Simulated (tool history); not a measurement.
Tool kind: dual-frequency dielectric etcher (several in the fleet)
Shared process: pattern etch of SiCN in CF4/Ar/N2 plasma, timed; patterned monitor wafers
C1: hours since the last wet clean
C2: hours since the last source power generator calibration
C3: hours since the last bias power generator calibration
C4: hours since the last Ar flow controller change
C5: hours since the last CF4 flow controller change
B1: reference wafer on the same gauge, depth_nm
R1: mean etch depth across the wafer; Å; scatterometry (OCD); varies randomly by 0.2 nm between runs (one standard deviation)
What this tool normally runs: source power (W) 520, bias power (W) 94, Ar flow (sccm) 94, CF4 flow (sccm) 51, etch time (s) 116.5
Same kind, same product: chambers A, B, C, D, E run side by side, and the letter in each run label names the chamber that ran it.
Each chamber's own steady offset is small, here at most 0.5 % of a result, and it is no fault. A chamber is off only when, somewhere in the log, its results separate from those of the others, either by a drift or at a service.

run 1E day=0.325 | source_power_(W)=520 bias_power_(W)=94 Ar_flow_(sccm)=94 CF4_flow_(sccm)=51 etch_time_(s)=116.5 | C1=275.0 C2=3736.4 C3=1678.3 C4=3799.2 C5=444.6 | B1=141.04 | R1=1200.9
run 2D day=0.771 | source_power_(W)=520 bias_power_(W)=94 Ar_flow_(sccm)=94 CF4_flow_(sccm)=51 etch_time_(s)=116.5 | C1=278.9 C2=1809.2 C3=747.8 C4=1215.4 C5=88.0 | B1=140.97 | R1=1206.6
run 3B day=1.133 | source_power_(W)=520 bias_power_(W)=94 Ar_flow_(sccm)=94 CF4_flow_(sccm)=51 etch_time_(s)=116.5 | C1=261.2 C2=3618.0 C3=1279.0 C4=514.7 C5=2397.5 | B1=141.03 | R1=1210.5
run 4C day=1.646 | source_power_(W)=520 bias_power_(W)=94 Ar_flow_(sccm)=94 CF4_flow_(sccm)=51 etch_time_(s)=116.5 | C1=185.0 C2=1597.1 C3=1188.1 C4=733.8 C5=993.8 | B1=141.06 | R1=1209.0
-- day=2.046 chamber C: source power generator calibrated
run 5A day=2.117 | source_power_(W)=520 bias_power_(W)=94 Ar_flow_(sccm)=94 CF4_flow_(sccm)=51 etch_time_(s)=116.5 | C1=121.0 C2=143.4 C3=1578.1 C4=2460.1 C5=3585.5 | B1=141.15 | R1=1212.1
run 6E day=2.533 | source_power_(W)=520 bias_power_(W)=72 Ar_flow_(sccm)=111 CF4_flow_(sccm)=51 etch_time_(s)=116.5 | C1=328.0 C2=3789.4 C3=1731.3 C4=3852.2 C5=497.6 | B1=141.07 | R1=1061.9
run 7A day=2.992 | source_power_(W)=520 bias_power_(W)=72 Ar_flow_(sccm)=111 CF4_flow_(sccm)=51 etch_time_(s)=116.5 | C1=142.0 C2=164.4 C3=1599.1 C4=2481.1 C5=3606.5 | B1=141.13 | R1=1073.0
run 8C day=3.608 | source_power_(W)=520 bias_power_(W)=72 Ar_flow_(sccm)=111 CF4_flow_(sccm)=51 etch_time_(s)=116.5 | C1=232.1 C2=37.6 C3=1235.2 C4=780.9 C5=1040.9 | B1=141.19 | R1=1069.8
run 9D day=4.200 | source_power_(W)=520 bias_power_(W)=72 Ar_flow_(sccm)=111 CF4_flow_(sccm)=51 etch_time_(s)=116.5 | C1=361.2 C2=1891.5 C3=830.1 C4=1297.7 C5=170.3 | B1=141.21 | R1=1067.4
run 10B day=4.704 | source_power_(W)=520 bias_power_(W)=72 Ar_flow_(sccm)=111 CF4_flow_(sccm)=51 etch_time_(s)=116.5 | C1=346.9 C2=3703.7 C3=1364.7 C4=600.4 C5=2483.2 | B1=141.33 | R1=1070.0
run 11D day=5.079 | source_power_(W)=520 bias_power_(W)=94 Ar_flow_(sccm)=94 CF4_flow_(sccm)=51 etch_time_(s)=116.5 | C1=382.3 C2=1912.6 C3=851.2 C4=1318.8 C5=191.4 | B1=141.29 | R1=1210.0
run 12A day=5.525 | source_power_(W)=520 bias_power_(W)=94 Ar_flow_(sccm)=94 CF4_flow_(sccm)=51 etch_time_(s)=116.5 | C1=202.8 C2=225.2 C3=1659.9 C4=2541.9 C5=3667.3 | B1=141.28 | R1=1212.0
run 13C day=5.958 | source_power_(W)=520 bias_power_(W)=94 Ar_flow_(sccm)=94 CF4_flow_(sccm)=51 etch_time_(s)=116.5 | C1=288.5 C2=94.0 C3=1291.6 C4=837.3 C5=1097.3 | B1=141.33 | R1=1210.7
run 14E day=6.508 | source_power_(W)=520 bias_power_(W)=94 Ar_flow_(sccm)=94 CF4_flow_(sccm)=51 etch_time_(s)=116.5 | C1=423.4 C2=3884.8 C3=1826.7 C4=3947.6 C5=593.0 | B1=141.29 | R1=1201.7
run 15B day=6.988 | source_power_(W)=520 bias_power_(W)=94 Ar_flow_(sccm)=94 CF4_flow_(sccm)=51 etch_time_(s)=116.5 | C1=401.7 C2=3758.5 C3=1419.5 C4=655.2 C5=2538.0 | B1=141.38 | R1=1206.7
run 16E day=7.308 | source_power_(W)=520 bias_power_(W)=94 Ar_flow_(sccm)=94 CF4_flow_(sccm)=51 etch_time_(s)=116.5 | C1=442.6 C2=3904.0 C3=1845.9 C4=3966.8 C5=612.2 | B1=141.43 | R1=1207.7
run 17D day=7.771 | source_power_(W)=520 bias_power_(W)=94 Ar_flow_(sccm)=94 CF4_flow_(sccm)=51 etch_time_(s)=116.5 | C1=446.9 C2=1977.2 C3=915.8 C4=1383.4 C5=256.0 | B1=141.42 | R1=1212.6
run 18A day=8.171 | source_power_(W)=520 bias_power_(W)=94 Ar_flow_(sccm)=94 CF4_flow_(sccm)=51 etch_time_(s)=116.5 | C1=266.3 C2=288.7 C3=1723.4 C4=2605.4 C5=3730.8 | B1=141.34 | R1=1218.8
run 19C day=8.492 | source_power_(W)=520 bias_power_(W)=94 Ar_flow_(sccm)=94 CF4_flow_(sccm)=51 etch_time_(s)=116.5 | C1=349.3 C2=154.8 C3=1352.4 C4=898.1 C5=1158.1 | B1=141.48 | R1=1215.3
-- day=8.808 chamber C: wet clean of the chamber
run 20B day=9.038 | source_power_(W)=520 bias_power_(W)=94 Ar_flow_(sccm)=94 CF4_flow_(sccm)=51 etch_time_(s)=116.5 | C1=450.9 C2=3807.7 C3=1468.7 C4=704.4 C5=2587.2 | B1=141.49 | R1=1213.1
-- day=9.229 chamber E: source power generator calibrated
run 21C day=9.696 | source_power_(W)=520 bias_power_(W)=94 Ar_flow_(sccm)=94 CF4_flow_(sccm)=51 etch_time_(s)=116.5 | C1=21.3 C2=183.7 C3=1381.3 C4=927.0 C5=1187.0 | B1=141.53 | R1=1217.9
run 22B day=10.171 | source_power_(W)=520 bias_power_(W)=94 Ar_flow_(sccm)=94 CF4_flow_(sccm)=51 etch_time_(s)=116.5 | C1=478.1 C2=3834.9 C3=1495.9 C4=731.6 C5=2614.4 | B1=141.54 | R1=1212.4
run 23D day=10.721 | source_power_(W)=520 bias_power_(W)=94 Ar_flow_(sccm)=94 CF4_flow_(sccm)=51 etch_time_(s)=116.5 | C1=517.7 C2=2048.0 C3=986.6 C4=1454.2 C5=326.8 | B1=141.61 | R1=1213.4
run 24A day=11.204 | source_power_(W)=520 bias_power_(W)=94 Ar_flow_(sccm)=77 CF4_flow_(sccm)=51 etch_time_(s)=116.5 | C1=339.1 C2=361.5 C3=1796.2 C4=2678.2 C5=3803.6 | B1=141.66 | R1=1253.1
-- day=11.683 chamber E: wet clean of the chamber
run 25E day=11.854 | source_power_(W)=520 bias_power_(W)=94 Ar_flow_(sccm)=77 CF4_flow_(sccm)=51 etch_time_(s)=116.5 | C1=4.1 C2=63.0 C3=1955.0 C4=4075.9 C5=721.3 | B1=141.64 | R1=1241.7
-- day=12.512 chamber D: wet clean of the chamber
run 26D day=12.525 | source_power_(W)=520 bias_power_(W)=94 Ar_flow_(sccm)=77 CF4_flow_(sccm)=51 etch_time_(s)=116.5 | C1=0.4 C2=2091.3 C3=1029.9 C4=1497.5 C5=370.1 | B1=141.70 | R1=1246.9
run 27C day=12.829 | source_power_(W)=520 bias_power_(W)=94 Ar_flow_(sccm)=77 CF4_flow_(sccm)=51 etch_time_(s)=116.5 | C1=96.5 C2=258.9 C3=1456.5 C4=1002.2 C5=1262.2 | B1=141.70 | R1=1249.2
run 28B day=13.362 | source_power_(W)=520 bias_power_(W)=94 Ar_flow_(sccm)=77 CF4_flow_(sccm)=51 etch_time_(s)=116.5 | C1=554.7 C2=3911.5 C3=1572.5 C4=808.2 C5=2691.0 | B1=141.66 | R1=1248.1
run 29E day=13.979 | source_power_(W)=520 bias_power_(W)=94 Ar_flow_(sccm)=94 CF4_flow_(sccm)=51 etch_time_(s)=116.5 | C1=55.1 C2=114.0 C3=2006.0 C4=4126.9 C5=772.3 | B1=141.68 | R1=1206.6
run 30A day=14.338 | source_power_(W)=520 bias_power_(W)=81 Ar_flow_(sccm)=94 CF4_flow_(sccm)=61 etch_time_(s)=116.5 | C1=414.3 C2=436.7 C3=1871.4 C4=2753.4 C5=3878.8 | B1=141.78 | R1=1184.2
-- day=14.450 chamber B: wet clean of the chamber
run 31E day=14.804 | source_power_(W)=520 bias_power_(W)=81 Ar_flow_(sccm)=94 CF4_flow_(sccm)=61 etch_time_(s)=116.5 | C1=74.9 C2=133.8 C3=2025.8 C4=4146.7 C5=792.1 | B1=141.82 | R1=1177.4
run 32A day=15.438 | source_power_(W)=520 bias_power_(W)=81 Ar_flow_(sccm)=94 CF4_flow_(sccm)=61 etch_time_(s)=116.5 | C1=440.7 C2=463.1 C3=1897.8 C4=2779.8 C5=3905.2 | B1=141.83 | R1=1184.7
run 33C day=15.850 | source_power_(W)=520 bias_power_(W)=81 Ar_flow_(sccm)=94 CF4_flow_(sccm)=61 etch_time_(s)=116.5 | C1=169.0 C2=331.4 C3=1529.0 C4=1074.7 C5=1334.7 | B1=141.88 | R1=1184.8
run 34B day=16.346 | source_power_(W)=520 bias_power_(W)=81 Ar_flow_(sccm)=94 CF4_flow_(sccm)=61 etch_time_(s)=116.5 | C1=45.6 C2=3983.1 C3=1644.1 C4=879.8 C5=2762.6 | B1=141.86 | R1=1180.7
run 35D day=16.667 | source_power_(W)=570 bias_power_(W)=94 Ar_flow_(sccm)=94 CF4_flow_(sccm)=59 etch_time_(s)=116.5 | C1=99.8 C2=2190.7 C3=1129.3 C4=1596.9 C5=469.5 | B1=141.95 | R1=1344.8
run 36B day=17.025 | source_power_(W)=570 bias_power_(W)=94 Ar_flow_(sccm)=94 CF4_flow_(sccm)=59 etch_time_(s)=116.5 | C1=61.9 C2=3999.4 C3=1660.4 C4=896.1 C5=2778.9 | B1=141.93 | R1=1344.6

Read the log: is a single chamber off, either drifting away or since a service, is the gauge that measures every chamber drifting, or is nothing wrong beyond small per-chamber offsets? Name any odd chamber and what most likely caused it.

The gauge drifts, so all chambers seem to drift together. No chamber is off.
Most likely cause: gauge reads high (%) = 0.671.

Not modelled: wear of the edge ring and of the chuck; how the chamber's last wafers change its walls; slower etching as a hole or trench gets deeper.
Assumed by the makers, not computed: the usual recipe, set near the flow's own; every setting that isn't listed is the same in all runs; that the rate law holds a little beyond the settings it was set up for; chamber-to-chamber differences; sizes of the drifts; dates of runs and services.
